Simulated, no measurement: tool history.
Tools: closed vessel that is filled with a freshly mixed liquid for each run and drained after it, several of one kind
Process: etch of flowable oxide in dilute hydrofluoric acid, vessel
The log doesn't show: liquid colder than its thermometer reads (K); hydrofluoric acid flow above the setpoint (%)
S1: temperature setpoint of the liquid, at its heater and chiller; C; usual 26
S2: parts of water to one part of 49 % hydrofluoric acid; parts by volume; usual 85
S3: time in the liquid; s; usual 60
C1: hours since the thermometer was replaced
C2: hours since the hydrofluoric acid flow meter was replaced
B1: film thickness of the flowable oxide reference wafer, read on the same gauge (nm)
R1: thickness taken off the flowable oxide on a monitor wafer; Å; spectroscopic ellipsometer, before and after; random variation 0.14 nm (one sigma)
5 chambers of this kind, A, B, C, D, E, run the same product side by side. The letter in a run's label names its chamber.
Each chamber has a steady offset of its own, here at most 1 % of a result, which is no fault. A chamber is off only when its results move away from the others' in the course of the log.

run   hour  S1  S2  S3      C1      C2      B1      R1
 1B      3  26  85  60  1834.3   241.4  149.99   179.5
 2C      8  26  85  60   206.2   554.6  150.02  182.19
 3E   12.5  26  85  60  2108.4     133  149.95  183.32
 4A   17.1  26  85  60    64.1  1238.1  149.99  182.09
 5D   20.3  26  85  60   916.5   413.5  150.01  182.76
 6D   23.4  26  85  60   919.6   416.6  149.98  183.11
 7A   27.7  26  85  60    74.7  1248.7     150  183.56
 8B   30.7  26  85  60    1862   269.1  150.01  179.19
 9C   33.4  26  85  60   231.6     580  150.01  178.56
10E   36.6  26  85  60  2132.5   157.1  149.97  181.16
11A     41  26  85  60      88    1262  150.05   181.2
12E   45.2  26  50  60  2141.1   165.7  150.06  332.63
13C   49.8  26  50  60     248   596.4  149.95  327.69
14B     52  26  50  60  1883.3   290.4  150.01  319.51
15D   56.8  26  50  60     953     450  149.98  332.62
16E   61.3  26  50  60  2157.2   181.8  150.05  326.19
17A   64.3  26  85  60   111.3  1285.3     150   181.7
18D   69.4  26  85  60   965.6   462.6  150.01  182.83
19B   71.8  26  85  60  1903.1   310.2  150.05   179.7
20C   76.7  26  85  60   274.9   623.3  149.97  179.85
21C     79  26  85  60   277.2   625.6     150  177.84
22E   82.7  26  85  60  2178.6   203.2  150.02  183.11
23A   85.9  26  85  60   132.9  1306.9  150.01  186.22
24D   89.3  26  85  60   985.5   482.5  150.02  182.59
25B   93.3  26  85  85  1924.6   331.7  149.98  252.71
26A   97.5  26  85  85   144.5  1318.5  150.03  261.14
27E  102.3  26  85  85  2198.2   222.8     150  259.75
28B  105.1  26  85  85  1936.4   343.5  149.96  254.33
29D  108.5  26  85  85  1004.7   501.7  150.02  263.39
30C  111.4  26  85  60   309.6     658  150.01  169.64
31E  115.5  26  85  60  2211.4     236  150.02  185.51
32C  118.5  26  85  60   316.7   665.1  149.98  171.66
33A  123.6  26  85  60   170.6  1344.6     150  179.94
34B  125.9  26  85  60  1957.2   364.3  150.01  177.63
35D  128.5  26  85  60  1024.7   521.7  149.96  184.62
36D    131  26  85  60  1027.2   524.2  150.01  183.25
37E  135.3  26  85  60  2231.2   255.8  150.01  185.25
38C  139.7  26  85  60   337.9   686.3  150.02  168.84
39A  144.6  26  85  60   191.6  1365.6  149.98  182.32
40B    148  26  85  60  1979.3   386.4  150.03  179.01
41D  150.6  26  85  60  1046.8   543.8  150.04  183.02
42A  154.9  26  85  60   201.9  1375.9  150.03  182.29

Is one chamber off against the others, does the gauge drift, or is nothing wrong? If a chamber is off, say which, and what the likeliest cause is.

Chamber C drifts away from the others.
Cause: liquid colder than its thermometer reads (K) = 2.17.
The log may not tell that from: hydrofluoric acid flow below the setpoint (%).

Here are 4 candidates for chamber C's next run, each the usual settings with a change, their results left as question marks. Which one brings its results back in line with what the others give on the usual settings?
In line means no further than this from the other chambers' mean on the usual settings: R1 5.1 Å
43C-1  158.6  26.5  85  65               ?
43C-2  158.6  25.5  90  55               ?
43C-3  158.6    26  85  55               ?
43C-4  158.6  26.5  85  70               ?

The other chambers' mean on the usual settings: R1 182.21 Å
  run      R1
43C-1  183.13
43C-2  139.65
43C-3  151.89
43C-4  197.22
43C-1 brings the chamber back in line.

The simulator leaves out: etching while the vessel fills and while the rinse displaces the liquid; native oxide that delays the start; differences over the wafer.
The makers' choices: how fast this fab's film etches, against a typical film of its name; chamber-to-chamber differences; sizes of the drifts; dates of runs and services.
